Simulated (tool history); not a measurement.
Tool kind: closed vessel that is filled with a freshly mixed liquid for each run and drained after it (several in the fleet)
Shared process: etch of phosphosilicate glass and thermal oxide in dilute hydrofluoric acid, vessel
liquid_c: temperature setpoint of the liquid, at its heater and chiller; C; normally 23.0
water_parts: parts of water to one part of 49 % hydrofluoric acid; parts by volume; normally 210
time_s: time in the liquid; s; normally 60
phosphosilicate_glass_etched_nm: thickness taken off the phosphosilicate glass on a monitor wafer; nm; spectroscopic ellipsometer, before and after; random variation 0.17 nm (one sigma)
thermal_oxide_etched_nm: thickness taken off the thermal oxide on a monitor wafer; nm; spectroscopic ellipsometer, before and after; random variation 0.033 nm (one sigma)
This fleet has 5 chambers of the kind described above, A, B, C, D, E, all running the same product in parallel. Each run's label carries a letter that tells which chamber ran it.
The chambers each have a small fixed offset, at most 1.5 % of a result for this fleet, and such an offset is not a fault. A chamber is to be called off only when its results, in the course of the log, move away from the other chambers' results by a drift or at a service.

| run | hour | liquid_c | water_parts | time_s | read-back film thickness of the phosphosilicate glass reference wafer, read on the same gauge (nm) | read-back film thickness of the thermal oxide reference wafer, read on the same gauge (nm) | phosphosilicate_glass_etched_nm | thermal_oxide_etched_nm |
|---|---|---|---|---|---|---|---|---|
| 1C | 13.4 | 23.0 | 210 | 60 | 40.000 | 140.03 | 40.117 | 1.24940 |
| 2B | 22.8 | 23.0 | 210 | 60 | 40.002 | 140.01 | 39.811 | 1.23620 |
| 3E | 38.0 | 23.0 | 210 | 60 | 40.008 | 140.00 | 39.534 | 1.21550 |
| 4D | 50.3 | 23.0 | 210 | 60 | 39.975 | 140.00 | 39.315 | 1.21270 |
| 5A | 57.4 | 23.0 | 210 | 60 | 39.990 | 140.04 | 39.984 | 1.20800 |
| 6E | 67.6 | 23.0 | 210 | 60 | 39.997 | 140.01 | 39.519 | 1.21720 |
| 7C | 76.1 | 23.0 | 210 | 60 | 39.996 | 139.96 | 39.866 | 1.25460 |
| 8B | 89.6 | 23.0 | 210 | 60 | 39.984 | 139.99 | 39.909 | 1.21060 |
| 9D | 99.3 | 23.0 | 210 | 60 | 39.989 | 140.04 | 39.612 | 1.21460 |
| 10A | 112.5 | 23.0 | 210 | 60 | 40.031 | 140.00 | 40.164 | 1.24490 |
| 11A | 124.4 | 23.0 | 210 | 60 | 39.997 | 140.00 | 39.886 | 1.17160 |
| 12D | 138.8 | 21.5 | 210 | 80 | 40.011 | 139.99 | 49.825 | 1.53380 |
| 13B | 150.5 | 21.5 | 210 | 80 | 39.985 | 139.97 | 50.161 | 1.62240 |
| 14E | 162.9 | 21.5 | 210 | 80 | 39.997 | 140.00 | 49.599 | 1.49960 |
| 15C | 175.3 | 21.5 | 210 | 80 | 40.008 | 139.99 | 50.476 | 1.57100 |
|  | 179.5 | chamber E: hydrofluoric acid flow meter replaced |
| 16C | 182.4 | 21.5 | 210 | 80 | 39.980 | 140.02 | 50.264 | 1.55190 |
| 17D | 189.9 | 23.0 | 210 | 60 | 39.989 | 140.00 | 39.354 | 1.26700 |
| 18B | 197.6 | 23.0 | 210 | 60 | 40.009 | 139.98 | 39.808 | 1.20090 |
| 19A | 206.9 | 23.0 | 210 | 60 | 39.992 | 140.02 | 40.047 | 1.21610 |
| 20E | 215.7 | 23.0 | 210 | 60 | 39.987 | 140.01 | 39.718 | 1.19510 |
| 21E | 222.7 | 23.0 | 210 | 60 | 39.994 | 140.00 | 39.483 | 1.19180 |
| 22A | 229.4 | 23.0 | 210 | 60 | 39.991 | 140.01 | 39.885 | 1.23800 |
| 23B | 239.1 | 26.5 | 210 | 60 | 39.991 | 140.03 | 44.995 | 1.44400 |
| 24C | 246.2 | 26.5 | 210 | 60 | 39.982 | 140.02 | 45.505 | 1.42580 |
| 25D | 255.5 | 26.5 | 210 | 60 | 40.021 | 140.00 | 45.451 | 1.39150 |
| 26D | 265.5 | 26.5 | 210 | 60 | 40.015 | 139.99 | 45.159 | 1.41710 |
| 27A | 278.6 | 26.5 | 210 | 60 | 39.992 | 140.02 | 45.406 | 1.32530 |
| 28B | 285.7 | 20.5 | 150 | 60 | 39.991 | 140.01 | 54.068 | 1.63030 |
| 29C | 294.7 | 20.5 | 150 | 60 | 40.008 | 139.99 | 53.878 | 1.64940 |
| 30E | 308.8 | 20.5 | 150 | 60 | 40.012 | 139.99 | 54.211 | 1.66510 |
|  | 312.8 | chamber D: hydrofluoric acid flow meter replaced |
| 31D | 320.6 | 20.5 | 150 | 60 | 40.020 | 139.99 | 53.958 | 1.59240 |
| 32E | 330.3 | 20.5 | 150 | 60 | 40.027 | 140.00 | 54.043 | 1.70570 |
| 33A | 344.1 | 23.0 | 210 | 60 | 40.008 | 140.02 | 39.911 | 1.19200 |
| 34C | 354.9 | 23.0 | 210 | 60 | 39.985 | 140.00 | 39.591 | 1.26400 |
| 35B | 370.2 | 23.0 | 210 | 60 | 40.021 | 140.02 | 39.783 | 1.23150 |
| 36B | 384.5 | 27.0 | 270 | 60 | 40.005 | 139.96 | 33.232 | 0.99941 |
| 37D | 396.8 | 27.0 | 270 | 60 | 39.980 | 140.02 | 33.255 | 1.03960 |
| 38C | 408.9 | 27.0 | 270 | 60 | 40.010 | 139.99 | 33.516 | 0.97792 |
|  | 412.6 | chamber A: hydrofluoric acid flow meter replaced |
| 39A | 421.0 | 27.0 | 270 | 60 | 39.996 | 139.98 | 33.775 | 1.05610 |
| 40E | 432.0 | 27.0 | 270 | 60 | 39.982 | 140.01 | 32.965 | 1.06210 |
| 41D | 447.1 | 23.0 | 210 | 60 | 39.997 | 140.00 | 39.767 | 1.22420 |
| 42E | 462.4 | 18.0 | 210 | 60 | 39.989 | 140.01 | 32.663 | 0.94629 |
| 43B | 476.7 | 18.0 | 210 | 60 | 40.011 | 139.99 | 32.999 | 1.02710 |
| 44C | 491.4 | 18.0 | 210 | 60 | 39.984 | 140.04 | 32.976 | 1.01620 |

The same settings go to every chamber for the next run, one line per chamber below. Forecast the results for each:
| 45A | 502.4 | 23.0 | 210 | 60 |  |  | ? | ? |
| 45B | 502.4 | 23.0 | 210 | 60 |  |  | ? | ? |
| 45C | 502.4 | 23.0 | 210 | 60 |  |  | ? | ? |
| 45D | 502.4 | 23.0 | 210 | 60 |  |  | ? | ? |
| 45E | 502.4 | 23.0 | 210 | 60 |  |  | ? | ? |

| run | phosphosilicate_glass_etched_nm | thermal_oxide_etched_nm |
|---|---|---|
| 45A | 39.933 | 1.16820 |
| 45B | 40.093 | 1.26180 |
| 45C | 39.863 | 1.21700 |
| 45D | 39.614 | 1.24080 |
| 45E | 39.880 | 1.16990 |

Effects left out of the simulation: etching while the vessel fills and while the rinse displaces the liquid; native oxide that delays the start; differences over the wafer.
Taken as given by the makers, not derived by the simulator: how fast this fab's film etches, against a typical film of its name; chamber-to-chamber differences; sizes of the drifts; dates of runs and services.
